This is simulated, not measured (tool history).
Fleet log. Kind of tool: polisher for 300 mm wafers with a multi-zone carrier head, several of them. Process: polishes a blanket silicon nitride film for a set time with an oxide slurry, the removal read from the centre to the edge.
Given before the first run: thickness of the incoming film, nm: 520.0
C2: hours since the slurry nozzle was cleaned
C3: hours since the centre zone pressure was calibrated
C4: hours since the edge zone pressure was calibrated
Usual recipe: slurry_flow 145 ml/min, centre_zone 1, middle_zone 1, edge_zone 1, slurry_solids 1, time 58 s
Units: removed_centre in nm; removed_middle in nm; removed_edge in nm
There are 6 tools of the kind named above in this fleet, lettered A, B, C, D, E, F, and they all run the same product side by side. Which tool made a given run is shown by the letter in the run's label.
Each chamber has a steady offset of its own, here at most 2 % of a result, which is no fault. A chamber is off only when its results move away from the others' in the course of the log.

Run 1D, hour 5.2: usual settings; wafers polished on this pad 433; C2 55.6; C3 209.2; C4 330. Result: removed_centre 29.862 nm, removed_middle 29.825 nm, removed_edge 30.035 nm.
At hour 8.1: chamber A: centre zone pressure recalibrated.
Run 2C, hour 9.9: usual settings; wafers polished on this pad 730; C2 33.3; C3 250.4; C4 223.7. Result: removed_centre 29.185 nm, removed_middle 30.02 nm, removed_edge 30.515 nm.
At hour 12.4: chamber F: worn pad replaced by a new one.
Run 3B, hour 13.9: usual settings; wafers polished on this pad 1051; C2 120.5; C3 487.6; C4 40.3. Result: removed_centre 29.961 nm, removed_middle 29.538 nm, removed_edge 29.847 nm.
At hour 17.9: chamber D: worn pad replaced by a new one.
Run 4E, hour 18.4: usual settings; wafers polished on this pad 653; C2 386.4; C3 456.4; C4 742.7. Result: removed_centre 29.698 nm, removed_middle 29.234 nm, removed_edge 29.513 nm.
At hour 18.8: chamber B: worn pad replaced by a new one.
Run 5F, hour 21.7: usual settings; wafers polished on this pad 93; C2 74.8; C3 609.4; C4 555.1. Result: removed_centre 29.294 nm, removed_middle 29.725 nm, removed_edge 29.059 nm.
Run 6A, hour 25.6: usual settings; wafers polished on this pad 448; C2 722.1; C3 17.6; C4 642.4. Result: removed_centre 29.409 nm, removed_middle 29.674 nm, removed_edge 29.23 nm.
Run 7B, hour 28.4: usual settings; wafers polished on this pad 96; C2 135; C3 502.1; C4 54.8. Result: removed_centre 30.527 nm, removed_middle 29.66 nm, removed_edge 29.851 nm.
Run 8F, hour 31.2: usual settings; wafers polished on this pad 189; C2 84.3; C3 618.9; C4 564.6. Result: removed_centre 30.216 nm, removed_middle 29.433 nm, removed_edge 29.796 nm.
Run 9D, hour 34.4: usual settings; wafers polished on this pad 166; C2 84.8; C3 238.4; C4 359.2. Result: removed_centre 30.351 nm, removed_middle 29.693 nm, removed_edge 29.386 nm.
At hour 36.3: chamber F: centre zone pressure recalibrated.
At hour 36.6: chamber E: worn pad replaced by a new one.
Run 10C, hour 37.6: usual settings; wafers polished on this pad 1009; C2 61; C3 278.1; C4 251.4. Result: removed_centre 29.793 nm, removed_middle 29.422 nm, removed_edge 29.731 nm.
Run 11A, hour 40.3: usual settings; wafers polished on this pad 596; C2 736.8; C3 32.3; C4 657.1. Result: removed_centre 29.918 nm, removed_middle 29.733 nm, removed_edge 29.941 nm.
Run 12E, hour 42.9: usual settings but slurry_solids 1.3; wafers polished on this pad 64; C2 410.9; C3 480.9; C4 767.2. Result: removed_centre 33.156 nm, removed_middle 32.65 nm, removed_edge 33.207 nm.
Run 13A, hour 45.5: usual settings but slurry_solids 1.3; wafers polished on this pad 648; C2 742; C3 37.5; C4 662.3. Result: removed_centre 33.481 nm, removed_middle 32.78 nm, removed_edge 33.539 nm.
Run 14E, hour 48.5: usual settings but slurry_solids 1.3; wafers polished on this pad 120; C2 416.5; C3 486.5; C4 772.8. Result: removed_centre 33.168 nm, removed_middle 32.385 nm, removed_edge 32.911 nm.
Run 15B, hour 51.2: usual settings but slurry_solids 1.3; wafers polished on this pad 326; C2 157.8; C3 524.9; C4 77.6. Result: removed_centre 34.569 nm, removed_middle 32.733 nm, removed_edge 33.266 nm.
Run 16D, hour 56.5: usual settings but slurry_solids 1.3; wafers polished on this pad 389; C2 106.9; C3 260.5; C4 381.3. Result: removed_centre 34.114 nm, removed_middle 32.977 nm, removed_edge 32.633 nm.
Run 17F, hour 59.9: usual settings but slurry_solids 1.3; wafers polished on this pad 478; C2 113; C3 23.6; C4 593.3. Result: removed_centre 32.682 nm, removed_middle 32.974 nm, removed_edge 33.283 nm.
Run 18C, hour 64.8: usual settings; wafers polished on this pad 1283; C2 88.2; C3 305.3; C4 278.6. Result: removed_centre 29.246 nm, removed_middle 29.863 nm, removed_edge 29.427 nm.
Run 19E, hour 67.5: usual settings; wafers polished on this pad 312; C2 435.5; C3 505.5; C4 791.8. Result: removed_centre 29.375 nm, removed_middle 29.266 nm, removed_edge 29.475 nm.
At hour 68.6: chamber D: worn pad replaced by a new one.
Run 20F, hour 71.6: usual settings; wafers polished on this pad 596; C2 124.7; C3 35.3; C4 605. Result: removed_centre 29.201 nm, removed_middle 29.617 nm, removed_edge 29.818 nm.
Run 21B, hour 74.9: usual settings; wafers polished on this pad 565; C2 181.5; C3 548.6; C4 101.3. Result: removed_centre 31.275 nm, removed_middle 29.52 nm, removed_edge 30.49 nm.
At hour 76.7: chamber A: worn pad replaced by a new one.
Run 22D, hour 80: usual settings; wafers polished on this pad 115; C2 130.4; C3 284; C4 404.8. Result: removed_centre 30.192 nm, removed_middle 29.605 nm, removed_edge 29.617 nm.
Run 23C, hour 84.2: usual settings; wafers polished on this pad 1479; C2 107.6; C3 324.7; C4 298. Result: removed_centre 29.834 nm, removed_middle 29.45 nm, removed_edge 29.319 nm.
Run 24A, hour 87.2: usual settings; wafers polished on this pad 106; C2 783.7; C3 79.2; C4 704. Result: removed_centre 29.497 nm, removed_middle 29.634 nm, removed_edge 29.574 nm.
At hour 88.4: chamber C: worn pad replaced by a new one.
Run 25B, hour 90.4: usual settings; wafers polished on this pad 721; C2 197; C3 564.1; C4 116.8. Result: removed_centre 31.768 nm, removed_middle 29.56 nm, removed_edge 29.804 nm.
Run 26E, hour 95: usual settings; wafers polished on this pad 589; C2 463; C3 533; C4 819.3. Result: removed_centre 29.623 nm, removed_middle 29.328 nm, removed_edge 29.738 nm.
At hour 99.1: chamber C: edge zone pressure recalibrated.
Run 27A, hour 99.4: usual settings; wafers polished on this pad 228; C2 795.9; C3 91.4; C4 716.2. Result: removed_centre 30.627 nm, removed_middle 29.458 nm, removed_edge 29.168 nm.
Run 28C, hour 104.8: usual settings; wafers polished on this pad 166; C2 128.2; C3 345.3; C4 5.8. Result: removed_centre 28.909 nm, removed_middle 29.553 nm, removed_edge 30.227 nm.
At hour 105.7: chamber B: slurry nozzle cleaned.
At hour 106.2: chamber E: edge zone pressure recalibrated.
Run 29F, hour 109.4: usual settings; wafers polished on this pad 977; C2 162.5; C3 73.1; C4 642.8. Result: removed_centre 29.432 nm, removed_middle 29.388 nm, removed_edge 29.989 nm.
At hour 111.1: chamber E: worn pad replaced by a new one.
Run 30D, hour 113.6: usual settings; wafers polished on this pad 453; C2 164; C3 317.6; C4 438.4. Result: removed_centre 29.866 nm, removed_middle 29.917 nm, removed_edge 29.801 nm.
Run 31F, hour 117.1: usual settings; wafers polished on this pad 1055; C2 170.2; C3 80.8; C4 650.5. Result: removed_centre 29.967 nm, removed_middle 29.29 nm, removed_edge 29.755 nm.
Run 32D, hour 120: usual settings; wafers polished on this pad 518; C2 170.4; C3 324; C4 444.8. Result: removed_centre 29.447 nm, removed_middle 29.912 nm, removed_edge 29.584 nm.
Run 33E, hour 125.2: usual settings; wafers polished on this pad 143; C2 493.2; C3 563.2; C4 19.1. Result: removed_centre 29.273 nm, removed_middle 29.456 nm, removed_edge 30.035 nm.
At hour 128.5: chamber B: worn pad replaced by a new one.
Run 34A, hour 130.4: usual settings; wafers polished on this pad 541; C2 826.9; C3 122.4; C4 747.2. Result: removed_centre 30.317 nm, removed_middle 29.562 nm, removed_edge 29.786 nm.
Run 35B, hour 132.7: usual settings; wafers polished on this pad 43; C2 27.1; C3 606.4; C4 159.1. Result: removed_centre 32.107 nm, removed_middle 29.548 nm, removed_edge 30.307 nm.
Run 36C, hour 135.4: usual settings; wafers polished on this pad 474; C2 158.8; C3 375.9; C4 36.4. Result: removed_centre 29.124 nm, removed_middle 29.611 nm, removed_edge 29.739 nm.
Run 37B, hour 140.5: usual settings; wafers polished on this pad 121; C2 34.9; C3 614.2; C4 166.9. Result: removed_centre 32.466 nm, removed_middle 29.306 nm, removed_edge 30.053 nm.
Run 38C, hour 144.2: usual settings; wafers polished on this pad 563; C2 167.6; C3 384.7; C4 45.2. Result: removed_centre 29.134 nm, removed_middle 29.881 nm, removed_edge 29.988 nm.

Next, every chamber runs the same settings. What will each give?
Run 39A, hour 148.1: usual settings. Result: removed_centre ?, removed_middle ?, removed_edge ?.
Run 39B, hour 148.1: usual settings. Result: removed_centre ?, removed_middle ?, removed_edge ?.
Run 39C, hour 148.1: usual settings. Result: removed_centre ?, removed_middle ?, removed_edge ?.
Run 39D, hour 148.1: usual settings. Result: removed_centre ?, removed_middle ?, removed_edge ?.
Run 39E, hour 148.1: usual settings. Result: removed_centre ?, removed_middle ?, removed_edge ?.
Run 39F, hour 148.1: usual settings. Result: removed_centre ?, removed_middle ?, removed_edge ?.

run  removed_centre  removed_middle  removed_edge
39A          30.233          29.658        29.774
39B          32.537          29.647        29.663
39C          28.679          29.831        29.903
39D          29.385          29.738        29.289
39E           29.25          29.257        30.257
39F          29.585          29.721        30.107
